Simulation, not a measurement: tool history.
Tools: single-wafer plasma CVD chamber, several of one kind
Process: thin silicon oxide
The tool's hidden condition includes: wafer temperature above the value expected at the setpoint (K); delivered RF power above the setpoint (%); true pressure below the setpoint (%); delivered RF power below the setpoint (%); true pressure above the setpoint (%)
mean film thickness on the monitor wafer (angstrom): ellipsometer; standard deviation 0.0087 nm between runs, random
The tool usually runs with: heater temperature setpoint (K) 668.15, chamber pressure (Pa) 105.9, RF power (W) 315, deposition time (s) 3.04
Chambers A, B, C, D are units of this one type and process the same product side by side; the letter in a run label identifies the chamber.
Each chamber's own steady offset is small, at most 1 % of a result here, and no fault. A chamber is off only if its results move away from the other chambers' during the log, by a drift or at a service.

| run | hour | heater temperature setpoint (K) | chamber pressure (Pa) | RF power (W) | deposition time (s) | hours since the last thermocouple change | hours since the last RF generator calibration | hours since the last manometer calibration | read-back reference wafer on the same gauge, thickness_nm | mean film thickness on the monitor wafer (angstrom) |
|---|---|---|---|---|---|---|---|---|---|---|
| 1C | 5.3 | 668.15 | 105.9 | 315 | 3.04 | 1394.6 | 1225.1 | 825.7 | 6.5619 | 56.536 |
| 2A | 14.4 | 668.15 | 105.9 | 315 | 3.04 | 144.3 | 121.5 | 1576.7 | 6.5622 | 56.236 |
| 3B | 20.1 | 668.15 | 105.9 | 315 | 3.04 | 696.3 | 611.5 | 1187.4 | 6.5585 | 57.091 |
|  | 26.2 | chamber C: thermocouple changed; heater temperature recalibrated |
| 4D | 29.8 | 668.15 | 105.9 | 315 | 3.04 | 1806.8 | 880.0 | 686.7 | 6.5640 | 57.014 |
| 5B | 40.0 | 668.15 | 105.9 | 315 | 3.04 | 716.2 | 631.4 | 1207.3 | 6.5636 | 57.295 |
| 6D | 50.2 | 668.15 | 105.9 | 315 | 3.04 | 1827.2 | 900.4 | 707.1 | 6.5644 | 57.246 |
| 7C | 59.2 | 668.15 | 105.9 | 315 | 3.04 | 33.0 | 1279.0 | 879.6 | 6.5666 | 56.820 |
| 8A | 70.3 | 668.15 | 105.9 | 315 | 3.04 | 200.2 | 177.4 | 1632.6 | 6.5688 | 56.306 |
| 9B | 80.5 | 668.15 | 105.9 | 315 | 3.04 | 756.7 | 671.9 | 1247.8 | 6.5677 | 56.971 |
| 10A | 87.3 | 668.15 | 105.9 | 315 | 3.04 | 217.2 | 194.4 | 1649.6 | 6.5711 | 56.408 |
| 11C | 98.6 | 668.15 | 105.9 | 315 | 3.04 | 72.4 | 1318.4 | 919.0 | 6.5714 | 56.752 |
| 12D | 104.4 | 668.15 | 105.9 | 315 | 3.04 | 1881.4 | 954.6 | 761.3 | 6.5716 | 57.238 |
| 13B | 115.8 | 668.15 | 105.9 | 315 | 3.04 | 792.0 | 707.2 | 1283.1 | 6.5760 | 57.259 |
| 14A | 126.9 | 668.15 | 105.9 | 315 | 2.63 | 256.8 | 234.0 | 1689.2 | 6.5748 | 48.819 |
| 15D | 136.6 | 668.15 | 105.9 | 315 | 2.63 | 1913.6 | 986.8 | 793.5 | 6.5781 | 49.449 |
| 16C | 145.4 | 668.15 | 105.9 | 315 | 2.63 | 119.2 | 1365.2 | 965.8 | 6.5748 | 49.176 |
| 17A | 154.3 | 668.15 | 105.9 | 315 | 2.63 | 284.2 | 261.4 | 1716.6 | 6.5776 | 48.728 |
| 18D | 161.4 | 668.15 | 105.9 | 315 | 3.04 | 1938.4 | 1011.6 | 818.3 | 6.5799 | 57.224 |
| 19B | 172.9 | 668.15 | 105.9 | 315 | 3.04 | 849.1 | 764.3 | 1340.2 | 6.5768 | 57.135 |
| 20C | 183.9 | 668.15 | 105.9 | 315 | 3.04 | 157.7 | 1403.7 | 1004.3 | 6.5810 | 56.893 |
| 21C | 190.0 | 668.15 | 105.9 | 315 | 3.04 | 163.8 | 1409.8 | 1010.4 | 6.5810 | 56.661 |
| 22B | 197.2 | 668.15 | 105.9 | 255 | 3.04 | 873.4 | 788.6 | 1364.5 | 6.5838 | 52.307 |
| 23A | 208.1 | 668.15 | 105.9 | 255 | 3.04 | 338.0 | 315.2 | 1770.4 | 6.5809 | 51.778 |
|  | 215.3 | chamber B: RF generator calibrated |
| 24D | 219.6 | 668.15 | 105.9 | 255 | 3.04 | 1996.6 | 1069.8 | 876.5 | 6.5852 | 52.439 |
| 25A | 231.0 | 668.15 | 105.9 | 255 | 3.04 | 360.9 | 338.1 | 1793.3 | 6.5860 | 51.847 |
| 26B | 242.8 | 668.15 | 105.9 | 315 | 3.04 | 919.0 | 27.5 | 1410.1 | 6.5880 | 57.406 |
| 27C | 253.1 | 668.15 | 105.9 | 315 | 3.04 | 226.9 | 1472.9 | 1073.5 | 6.5912 | 57.115 |
| 28D | 259.3 | 668.15 | 105.9 | 315 | 3.04 | 2036.3 | 1109.5 | 916.2 | 6.5907 | 57.264 |
| 29A | 266.1 | 668.15 | 105.9 | 315 | 3.04 | 396.0 | 373.2 | 1828.4 | 6.5885 | 56.657 |
|  | 274.8 | chamber B: capacitance manometer re-zeroed and calibrated |
| 30D | 276.6 | 668.15 | 105.9 | 315 | 3.04 | 2053.6 | 1126.8 | 933.5 | 6.5920 | 57.472 |
| 31C | 281.9 | 661.15 | 129.9 | 315 | 3.04 | 255.7 | 1501.7 | 1102.3 | 6.5933 | 68.617 |
| 32B | 289.3 | 661.15 | 129.9 | 315 | 3.04 | 965.5 | 74.0 | 14.6 | 6.5948 | 68.836 |
| 33A | 296.4 | 661.15 | 129.9 | 315 | 3.04 | 426.3 | 403.5 | 1858.7 | 6.5967 | 67.944 |
| 34C | 301.8 | 661.15 | 129.9 | 315 | 3.04 | 275.6 | 1521.6 | 1122.2 | 6.5962 | 68.655 |
| 35D | 307.8 | 668.15 | 114.9 | 370 | 3.04 | 2084.8 | 1158.0 | 964.7 | 6.5969 | 65.746 |
| 36B | 315.3 | 668.15 | 114.9 | 370 | 3.04 | 991.5 | 100.0 | 40.6 | 6.5967 | 65.631 |
| 37C | 324.5 | 668.15 | 114.9 | 370 | 3.04 | 298.3 | 1544.3 | 1144.9 | 6.6003 | 65.367 |
| 38D | 331.3 | 668.15 | 114.9 | 370 | 3.04 | 2108.3 | 1181.5 | 988.2 | 6.6010 | 65.775 |
| 39B | 338.2 | 668.15 | 105.9 | 315 | 3.04 | 1014.4 | 122.9 | 63.5 | 6.6000 | 57.270 |

Read the log: is a single chamber off, either drifting away or since a service, is the gauge that measures every chamber drifting, or is nothing wrong beyond small per-chamber offsets? Name any odd chamber and what most likely caused it.

It is the gauge, not a chamber: its drift shows up in every chamber's results at once, and no chamber is off.
Cause: gauge reads high (%) = 0.629.
